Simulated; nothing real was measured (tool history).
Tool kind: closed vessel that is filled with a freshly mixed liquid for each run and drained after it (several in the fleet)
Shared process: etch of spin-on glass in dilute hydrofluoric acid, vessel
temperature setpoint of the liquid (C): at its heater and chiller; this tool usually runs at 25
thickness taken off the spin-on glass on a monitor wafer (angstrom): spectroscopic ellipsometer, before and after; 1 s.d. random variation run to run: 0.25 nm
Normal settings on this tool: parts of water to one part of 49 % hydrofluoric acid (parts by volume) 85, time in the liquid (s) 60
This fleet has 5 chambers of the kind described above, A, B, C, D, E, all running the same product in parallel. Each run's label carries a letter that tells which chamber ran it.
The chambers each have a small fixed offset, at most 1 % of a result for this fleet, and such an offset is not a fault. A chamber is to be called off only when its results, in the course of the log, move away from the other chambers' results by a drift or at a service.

run,hour,temperature setpoint of the liquid (C),parts of water to one part of 49 % hydrofluoric acid (parts by volume),time in the liquid (s),hours since the thermometer was replaced,hours since the hydrofluoric acid flow meter was replaced,"read-back film thickness of the spin-on glass reference wafer, read on the same gauge (nm)",thickness taken off the spin-on glass on a monitor wafer (angstrom)
1A,6.1,25,85,60,673.3,1049.7,150.01,250.47
2C,14.1,25,85,60,342.9,510.8,149.99,250.83
3E,19.4,25,85,60,1297,53,149.99,244.78
4D,23.2,25,85,60,838.7,100.8,150,248.78
5B,27.3,25,85,60,469.9,1016.7,150,251.46
6E,33.5,25,85,60,1311.1,67.1,150.01,249.57
7C,40.7,25,85,60,369.5,537.4,149.99,250.86
8D,46.5,25,85,60,862,124.1,150,253.62
9A,52.7,25,85,60,719.9,1096.3,150.01,249.78
10B,59.4,25,85,60,502,1048.8,149.98,251.25
11B,66.8,25,85,60,509.4,1056.2,150.02,253.24
12D,73.5,25,85,60,889,151.1,149.99,247.19
13C,78.4,25,85,60,407.2,575.1,150,248.74
14A,85.9,29,85,95,753.1,1129.5,150,455.08
15E,90.1,29,85,95,1367.7,123.7,149.98,467.62
16E,97.6,29,85,95,1375.2,131.2,149.98,463.6
17C,105.1,29,85,95,433.9,601.8,150.01,460.27
18D,111.5,29,85,95,927,189.1,150,467.63
19A,118.2,25,85,60,785.4,1161.8,150.01,247.94
20B,125.9,28,85,60,568.5,1115.3,150.01,263.68
21C,131.7,28,85,60,460.5,628.4,150,278.01
22A,139.4,28,85,60,806.6,1183,149.98,280.49
23E,145.1,28,85,60,1422.7,178.7,150.01,280.99
24D,148.9,28,85,60,964.4,226.5,149.99,276.73
25B,154.6,25,85,60,597.2,1144,150,230.72
26D,159.1,25,85,60,974.6,236.7,149.99,246.48
27E,163.8,25,85,60,1441.4,197.4,150,247.11
28A,169.4,25,85,60,836.6,1213,150,249.59
# hour 170: chamber A: hydrofluoric acid flow meter replaced
29C,173.9,25,65,60,502.7,670.6,150.01,334.73
30B,178.5,25,65,60,621.1,1167.9,149.99,304.63
31A,186.6,25,65,60,853.8,16.7,149.99,335.36

Predict what each chamber gives when all 5 of them run the settings below next.
32A,192.5,25,85,90,,,,?
32B,192.5,25,85,90,,,,?
32C,192.5,25,85,90,,,,?
32D,192.5,25,85,90,,,,?
32E,192.5,25,85,90,,,,?

run,thickness taken off the spin-on glass on a monitor wafer (angstrom)
32A,376.3
32B,332.77
32C,374.24
32D,383.21
32E,373.61
